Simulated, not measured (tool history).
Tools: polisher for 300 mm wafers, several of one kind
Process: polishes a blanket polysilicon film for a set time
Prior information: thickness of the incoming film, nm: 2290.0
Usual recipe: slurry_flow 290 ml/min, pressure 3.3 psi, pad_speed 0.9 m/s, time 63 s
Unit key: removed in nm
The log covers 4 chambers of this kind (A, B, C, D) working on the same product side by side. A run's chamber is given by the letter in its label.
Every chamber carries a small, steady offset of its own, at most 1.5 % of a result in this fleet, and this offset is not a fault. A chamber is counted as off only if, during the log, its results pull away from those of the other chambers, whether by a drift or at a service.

run,hour,slurry_flow,pressure,pad_speed,time,removed
1D,9.2,290,3.3,0.9,63,465.7
2B,14.5,290,3.3,0.9,63,464.42
# hour 15.7: chamber C: worn pad replaced by a new one
3A,21.9,290,3.3,0.9,63,465.91
4C,28.2,290,3.3,0.9,63,461.29
# hour 35.1: chamber B: worn pad replaced by a new one
# hour 35.6: chamber D: slurry nozzle cleaned
5A,36.2,290,3.3,0.9,63,470.29
6B,40.8,290,3.3,0.9,63,461.94
7D,45.7,290,2.3,1.04,63,374.8
8C,50,290,2.3,1.04,63,370.03
9B,56.5,290,2.3,1.04,63,376.65
# hour 57.5: chamber A: worn pad replaced by a new one
10C,64.8,290,2.3,1.04,63,371.08
11D,70.9,290,3.3,0.9,63,470.24
12A,75.8,290,3.3,0.9,63,469.08
13C,81.4,290,3.3,0.9,63,461.41
14D,90.1,290,3.3,0.9,63,464.58
15B,95.2,290,3.3,0.9,63,460.36
# hour 96.7: chamber B: worn pad replaced by a new one
# hour 97.8: chamber C: worn pad replaced by a new one
16A,100.8,290,3.3,0.9,63,466.71
# hour 102.5: chamber C: slurry nozzle cleaned
17C,107.5,290,3.3,0.9,63,462.91
18D,113.4,290,3.3,0.9,63,468.86
19A,119.1,290,3.3,0.9,63,470.91
20B,127.4,290,3.3,0.9,63,463.53
# hour 128.5: chamber A: worn pad replaced by a new one
21B,135.7,290,3.3,0.9,63,466.28
22A,140.5,290,3.3,0.9,63,467.47
23D,148.3,290,3.3,0.9,63,464.36
24C,152.8,290,3.3,0.9,63,460.95
# hour 153.5: chamber B: worn pad replaced by a new one
25A,160.1,290,3.3,0.9,63,471.07
# hour 163: chamber A: slurry nozzle cleaned
26B,167.2,290,3.3,0.9,63,460.89
27D,175.4,290,3.3,0.9,77,556.56
28C,183.5,290,3.3,0.9,77,564.7
# hour 188.9: chamber C: worn pad replaced by a new one
29A,190.9,290,3.3,0.9,77,564.62
30D,196.7,290,3.3,0.9,77,559.33
# hour 198: chamber A: worn pad replaced by a new one
31B,203.2,290,3.3,0.9,63,463.85
# hour 208.1: chamber B: worn pad replaced by a new one
32C,211.4,290,3.3,0.9,63,462.92
33C,215.8,290,3.3,0.9,63,464.54
34A,220.7,290,3.3,0.9,63,465.74
35B,228.4,290,3.3,0.9,63,462.68
36D,232.9,290,3.3,0.9,63,444.49
37A,240.7,290,3.3,0.9,63,466.35
38D,248.8,290,3.3,0.9,47,329.83
39B,254.1,290,3.3,0.9,47,340.16
40C,261.8,290,3.3,0.9,47,342.74
41C,269.8,290,3.3,0.9,47,342.46
# hour 270.9: chamber A: head pressure recalibrated
# hour 272.3: chamber A: worn pad replaced by a new one
42A,278.8,290,3.3,0.9,63,468.31
43D,283.1,290,3.3,0.9,63,438.85

For the next run the whole fleet of 4 chambers uses the same settings. Give each chamber's results:
44A,289.7,290,3.3,0.9,75,?
44B,289.7,290,3.3,0.9,75,?
44C,289.7,290,3.3,0.9,75,?
44D,289.7,290,3.3,0.9,75,?

run,removed
44A,548.19
44B,545.61
44C,546.02
44D,519.68

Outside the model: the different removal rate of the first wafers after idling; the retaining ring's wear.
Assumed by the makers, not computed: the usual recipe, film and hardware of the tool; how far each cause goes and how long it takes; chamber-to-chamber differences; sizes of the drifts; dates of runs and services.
